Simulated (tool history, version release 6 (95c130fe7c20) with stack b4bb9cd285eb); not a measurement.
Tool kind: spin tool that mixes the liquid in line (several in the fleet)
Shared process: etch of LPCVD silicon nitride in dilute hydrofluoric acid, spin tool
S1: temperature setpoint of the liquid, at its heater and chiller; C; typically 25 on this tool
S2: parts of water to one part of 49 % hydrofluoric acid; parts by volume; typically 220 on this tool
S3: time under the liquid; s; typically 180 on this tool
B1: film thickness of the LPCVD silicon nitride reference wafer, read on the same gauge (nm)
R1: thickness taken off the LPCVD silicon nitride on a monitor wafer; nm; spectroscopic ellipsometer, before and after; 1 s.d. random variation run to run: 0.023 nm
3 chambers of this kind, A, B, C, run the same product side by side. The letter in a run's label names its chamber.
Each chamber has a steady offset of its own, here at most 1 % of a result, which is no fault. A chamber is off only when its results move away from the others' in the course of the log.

run   hour  S1   S2   S3      B1       R1
 1B    4.6  25  220  180  90.023  0.46502
 2C   10.9  25  220  180  89.985  0.42591
 3A   14.8  25  220  180  90.003  0.44161
 4B   19.8  25  220  180  90.007  0.45279
 5C   25.6  25  220  180  90.009  0.45306
 6A   29.6  25  220  180  90.018  0.43897
 7A   34.7  25  220  180  90.001  0.44579
 8C   38.8  25  220  180  89.975  0.46028
 9B   43.2  25  220  180  90.052  0.43194
10B   48.0  25  220  180  89.979  0.44259
11C   54.0  25  220  180  89.993  0.47424
12A   60.3  25  220  180  90.001  0.42128
13B   64.1  22  220  180  90.003  0.35141
14A   68.0  22  220  180  90.017  0.36701
15C   73.1  22  220  180  90.035  0.38543
16A   78.4  25  220  180  90.028  0.42988
17C   84.1  25  320  180  90.029  0.31788
18B   87.7  25  320  180  90.025  0.29133
19C   91.2  25  320  180  89.996  0.30695
20B   96.8  25  220  180  90.014  0.40458
21A  100.0  25  220  180  89.973  0.40020
22C  104.9  25  220  180  90.042  0.44086
23B  111.3  25  220  180  90.026  0.46270
24A  114.6  25  220  180  89.998  0.43759
25A  119.1  25  220  180  89.977  0.50178
26B  124.0  25  255  180  89.993  0.38054

Does one chamber stand apart from the rest, does the shared gauge drift, or is all well apart from small per-chamber offsets? Give the chamber and the most likely cause, where there is one.

No chamber stands off beyond its own small offset, and the gauge holds steady.
